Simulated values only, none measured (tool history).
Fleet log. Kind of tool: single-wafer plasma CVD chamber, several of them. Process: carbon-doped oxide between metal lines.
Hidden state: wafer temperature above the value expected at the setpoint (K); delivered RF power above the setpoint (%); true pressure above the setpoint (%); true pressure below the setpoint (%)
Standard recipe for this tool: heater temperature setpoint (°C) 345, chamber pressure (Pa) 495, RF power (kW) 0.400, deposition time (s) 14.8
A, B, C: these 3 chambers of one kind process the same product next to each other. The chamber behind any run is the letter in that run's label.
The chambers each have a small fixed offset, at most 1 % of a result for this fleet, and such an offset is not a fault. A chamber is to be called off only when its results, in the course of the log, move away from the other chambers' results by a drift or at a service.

run	day	heater temperature setpoint (°C)	chamber pressure (Pa)	RF power (kW)	deposition time (s)	hours since the last thermocouple change	hours since the last RF generator calibration	hours since the last manometer calibration	read-back reference wafer on the same gauge, thickness_nm	mean film thickness on the monitor wafer (nm)
1B	0.233	345	495	0.400	14.8	483.6	96.9	1786.3	63.393	63.767
2C	0.446	345	495	0.400	14.8	95.3	465.8	1641.9	63.390	63.411
3A	0.683	345	495	0.400	14.8	1007.8	535.0	372.4	63.359	63.795
4A	0.925	345	495	0.400	14.8	1013.6	540.8	378.2	63.335	63.683
5B	1.046	345	495	0.400	14.8	503.1	116.4	1805.8	63.329	63.806
6C	1.217	345	495	0.400	14.8	113.8	484.3	1660.4	63.315	63.529
7C	1.433	345	495	0.400	14.8	119.0	489.5	1665.6	63.290	63.481
8A	1.617	345	495	0.400	14.8	1030.2	557.4	394.8	63.294	63.908
9B	1.800	345	495	0.400	14.8	521.2	134.5	1823.9	63.276	63.661
10C	2.033	345	495	0.400	14.8	133.4	503.9	1680.0	63.270	63.324
11A	2.188	345	495	0.400	12.5	1043.9	571.1	408.5	63.256	54.022
12B	2.450	345	495	0.400	12.5	536.8	150.1	1839.5	63.255	53.875
13C	2.567	345	495	0.400	12.5	146.2	516.7	1692.8	63.215	53.661
14A	2.738	345	495	0.400	14.8	1057.1	584.3	421.7	63.196	63.706
15B	2.917	345	495	0.400	14.8	548.0	161.3	1850.7	63.207	63.597
16A	3.104	345	495	0.400	14.8	1065.9	593.1	430.5	63.184	63.647
17C	3.279	339	495	0.340	14.8	163.3	533.8	1709.9	63.183	57.113
18B	3.462	339	495	0.340	14.8	561.1	174.4	1863.8	63.175	57.126
# day 3.521: chamber C: capacitance manometer re-zeroed and calibrated
19A	3.667	339	495	0.340	14.8	1079.4	606.6	444.0	63.161	57.193
20C	3.912	345	495	0.400	14.8	178.5	549.0	9.5	63.150	63.299
21B	4.162	345	495	0.400	14.8	577.9	191.2	1880.6	63.116	63.533
22B	4.425	345	495	0.400	14.8	584.2	197.5	1886.9	63.113	63.658
23A	4.550	345	379	0.400	14.8	1100.6	627.8	465.2	63.083	62.014
24C	4.696	345	379	0.400	14.8	197.3	567.8	28.3	63.073	61.701
25B	4.950	345	379	0.400	14.8	596.8	210.1	1899.5	63.096	61.945

Decide between three cases: one chamber stands off from its peers, the gauge reading all wafers drifts, or nothing is wrong past each chamber's small offset. Where a chamber is off, say which and what most likely put it there.

Gauge drift. The chambers move together only on paper, and none stands off.
Cause: gauge reads low (%) = 0.547.
